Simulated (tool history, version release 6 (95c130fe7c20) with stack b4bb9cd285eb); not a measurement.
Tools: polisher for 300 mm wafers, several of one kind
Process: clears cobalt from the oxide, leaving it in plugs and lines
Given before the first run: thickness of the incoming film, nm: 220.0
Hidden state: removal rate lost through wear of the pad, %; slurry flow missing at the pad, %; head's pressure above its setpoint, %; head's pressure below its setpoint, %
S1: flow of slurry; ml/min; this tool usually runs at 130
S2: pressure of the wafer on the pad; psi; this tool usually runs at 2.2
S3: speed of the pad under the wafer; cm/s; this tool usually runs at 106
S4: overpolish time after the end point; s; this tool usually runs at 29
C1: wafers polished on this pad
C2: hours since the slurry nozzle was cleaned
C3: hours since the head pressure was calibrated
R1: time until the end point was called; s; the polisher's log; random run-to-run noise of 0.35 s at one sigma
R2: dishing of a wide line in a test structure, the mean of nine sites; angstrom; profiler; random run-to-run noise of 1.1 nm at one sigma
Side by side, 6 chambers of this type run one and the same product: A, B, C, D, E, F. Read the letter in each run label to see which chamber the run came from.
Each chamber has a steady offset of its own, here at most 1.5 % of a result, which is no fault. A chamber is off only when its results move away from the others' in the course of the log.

| run | day | S1 | S2 | S3 | S4 | C1 | C2 | C3 | R1 | R2 |
|---|---|---|---|---|---|---|---|---|---|---|
| 1C | 0.462 | 130 | 2.2 | 106 | 29 | 367 | 260.6 | 966.8 | 32.233 | 597.11 |
| 2D | 0.896 | 130 | 2.2 | 106 | 29 | 517 | 470.0 | 226.3 | 31.203 | 619.71 |
| 3A | 1.296 | 130 | 2.2 | 106 | 29 | 927 | 257.7 | 355.4 | 32.719 | 619.21 |
|  | 1.442 | chamber F: worn pad replaced by a new one |
| 4B | 1.938 | 130 | 2.2 | 106 | 29 | 1051 | 235.8 | 1231.2 | 31.755 | 637.36 |
|  | 2.142 | chamber B: worn pad replaced by a new one |
| 5E | 2.396 | 130 | 2.2 | 106 | 29 | 1020 | 220.4 | 221.1 | 31.556 | 614.65 |
|  | 2.704 | chamber C: worn pad replaced by a new one |
| 6F | 2.746 | 130 | 2.2 | 106 | 29 | 404 | 479.7 | 410.1 | 32.285 | 610.57 |
|  | 2.954 | chamber E: worn pad replaced by a new one |
|  | 2.979 | chamber A: worn pad replaced by a new one |
|  | 2.988 | chamber D: worn pad replaced by a new one |
|  | 3.183 | chamber D: head pressure recalibrated |
| 7A | 3.292 | 130 | 2.2 | 106 | 29 | 97 | 305.6 | 403.3 | 32.963 | 609.03 |
|  | 3.358 | chamber B: head pressure recalibrated |
| 8E | 3.775 | 130 | 2.2 | 106 | 29 | 255 | 253.5 | 254.2 | 31.988 | 612.07 |
| 9F | 4.175 | 130 | 2.2 | 106 | 29 | 847 | 514.0 | 444.4 | 32.324 | 616.32 |
| 10B | 4.483 | 130 | 2.2 | 106 | 29 | 727 | 296.9 | 27.0 | 32.112 | 618.53 |
| 11C | 4.779 | 130 | 2.2 | 106 | 29 | 644 | 364.2 | 1070.4 | 32.218 | 619.22 |
|  | 4.825 | chamber F: worn pad replaced by a new one |
| 12D | 5.121 | 130 | 2.2 | 106 | 29 | 662 | 571.4 | 46.5 | 32.148 | 615.03 |
|  | 5.267 | chamber E: slurry nozzle cleaned |
| 13F | 5.479 | 130 | 2.2 | 106 | 29 | 204 | 545.3 | 475.7 | 32.873 | 600.16 |
| 14A | 6.117 | 130 | 2.2 | 106 | 18 | 973 | 373.4 | 471.1 | 31.186 | 542.18 |
|  | 6.350 | chamber C: worn pad replaced by a new one |
|  | 6.412 | chamber B: worn pad replaced by a new one |
|  | 6.542 | chamber E: worn pad replaced by a new one |
|  | 6.546 | chamber D: worn pad replaced by a new one |
| 15E | 6.596 | 130 | 2.2 | 106 | 18 | 17 | 31.9 | 321.9 | 32.242 | 545.55 |
| 16C | 7.154 | 130 | 2.2 | 106 | 18 | 250 | 421.2 | 1127.4 | 32.893 | 554.76 |
| 17D | 7.521 | 130 | 2.2 | 106 | 18 | 302 | 629.0 | 104.1 | 32.067 | 561.87 |
|  | 7.546 | chamber A: worn pad replaced by a new one |
| 18B | 7.958 | 130 | 2.2 | 106 | 18 | 479 | 380.3 | 110.4 | 32.049 | 541.19 |
|  | 8.175 | chamber F: head pressure recalibrated |
|  | 8.362 | chamber F: worn pad replaced by a new one |
| 19C | 8.429 | 130 | 2.2 | 106 | 18 | 645 | 451.8 | 1158.0 | 31.197 | 544.00 |
| 20E | 9.017 | 130 | 2.8 | 106 | 40 | 768 | 90.0 | 380.0 | 24.459 | 634.11 |
| 21F | 9.579 | 130 | 2.8 | 106 | 40 | 378 | 643.7 | 33.8 | 25.700 | 632.76 |
| 22B | 9.879 | 130 | 2.8 | 106 | 40 | 1075 | 426.4 | 156.5 | 24.801 | 631.95 |
|  | 10.004 | chamber C: worn pad replaced by a new one |
| 23D | 10.200 | 130 | 2.8 | 106 | 40 | 1133 | 693.3 | 168.4 | 25.036 | 647.50 |
|  | 10.404 | chamber E: worn pad replaced by a new one |
| 24A | 10.550 | 130 | 2.8 | 106 | 40 | 932 | 479.8 | 577.5 | 26.523 | 629.77 |
|  | 10.650 | chamber D: worn pad replaced by a new one |
|  | 10.750 | chamber B: worn pad replaced by a new one |
| 25E | 10.917 | 130 | 2.8 | 106 | 40 | 158 | 135.6 | 425.6 | 25.376 | 626.89 |
| 26B | 11.271 | 130 | 2.2 | 106 | 29 | 162 | 459.8 | 189.9 | 31.353 | 613.79 |
|  | 11.429 | chamber D: slurry nozzle cleaned |
|  | 11.542 | chamber A: worn pad replaced by a new one |
|  | 11.725 | chamber C: head pressure recalibrated |
| 27D | 11.896 | 130 | 2.2 | 106 | 29 | 387 | 11.2 | 209.1 | 31.926 | 623.42 |
| 28A | 12.454 | 110 | 2.2 | 138 | 29 | 283 | 525.5 | 623.2 | 26.481 | 600.69 |
|  | 12.708 | chamber F: worn pad replaced by a new one |
| 29C | 12.792 | 110 | 2.2 | 138 | 29 | 864 | 556.5 | 25.6 | 25.898 | 605.96 |
| 30F | 13.392 | 110 | 2.2 | 138 | 29 | 212 | 735.2 | 125.3 | 25.670 | 623.37 |
| 31B | 13.771 | 110 | 2.2 | 138 | 29 | 937 | 519.8 | 249.9 | 25.015 | 618.39 |
|  | 13.833 | chamber A: head pressure recalibrated |
|  | 13.862 | chamber B: slurry nozzle cleaned |
|  | 13.883 | chamber E: worn pad replaced by a new one |
|  | 14.067 | chamber D: head pressure recalibrated |
|  | 14.142 | chamber C: worn pad replaced by a new one |
|  | 14.146 | chamber D: worn pad replaced by a new one |
| 32D | 14.279 | 110 | 2.2 | 138 | 29 | 42 | 68.4 | 5.1 | 25.532 | 617.46 |
| 33C | 14.650 | 110 | 2.2 | 138 | 29 | 158 | 601.1 | 70.2 | 25.830 | 625.00 |
| 34F | 14.967 | 130 | 2.2 | 106 | 29 | 700 | 773.0 | 163.1 | 32.661 | 612.42 |
|  | 15.062 | chamber B: worn pad replaced by a new one |
| 35E | 15.442 | 130 | 2.2 | 106 | 29 | 483 | 244.2 | 534.2 | 31.500 | 604.84 |
| 36A | 15.988 | 130 | 2.2 | 106 | 29 | 1379 | 610.3 | 51.7 | 34.390 | 594.39 |
|  | 16.233 | chamber F: worn pad replaced by a new one |
|  | 16.233 | chamber A: worn pad replaced by a new one |
|  | 16.288 | chamber F: slurry nozzle cleaned |
| 37F | 16.592 | 130 | 2.2 | 106 | 29 | 111 | 7.3 | 202.1 | 32.503 | 600.37 |
| 38D | 16.958 | 130 | 2.2 | 106 | 29 | 873 | 132.7 | 69.4 | 31.956 | 616.47 |
| 39A | 17.558 | 130 | 2.2 | 106 | 29 | 411 | 648.0 | 89.4 | 34.126 | 606.07 |
| 40B | 17.867 | 130 | 2.2 | 106 | 29 | 869 | 96.2 | 348.2 | 31.510 | 596.25 |
|  | 17.892 | chamber E: worn pad replaced by a new one |
|  | 18.217 | chamber E: slurry nozzle cleaned |
|  | 18.500 | chamber C: worn pad replaced by a new one |
| 41E | 18.508 | 130 | 2.2 | 106 | 29 | 192 | 7.1 | 607.8 | 31.525 | 608.52 |
| 42C | 19.133 | 130 | 2.2 | 106 | 29 | 196 | 708.7 | 177.8 | 32.692 | 630.70 |

All 6 chambers run these settings next. Forecast each chamber's results:
| 43A | 19.604 | 130 | 2.2 | 106 | 29 |  |  |  | ? | ? |
| 43B | 19.604 | 130 | 2.2 | 106 | 29 |  |  |  | ? | ? |
| 43C | 19.604 | 130 | 2.2 | 106 | 29 |  |  |  | ? | ? |
| 43D | 19.604 | 130 | 2.2 | 106 | 29 |  |  |  | ? | ? |
| 43E | 19.604 | 130 | 2.2 | 106 | 29 |  |  |  | ? | ? |
| 43F | 19.604 | 130 | 2.2 | 106 | 29 |  |  |  | ? | ? |

| run | R1 | R2 |
|---|---|---|
| 43A | 35.016 | 607.66 |
| 43B | 31.663 | 612.51 |
| 43C | 31.601 | 603.62 |
| 43D | 31.815 | 626.60 |
| 43E | 31.936 | 611.29 |
| 43F | 32.637 | 616.99 |
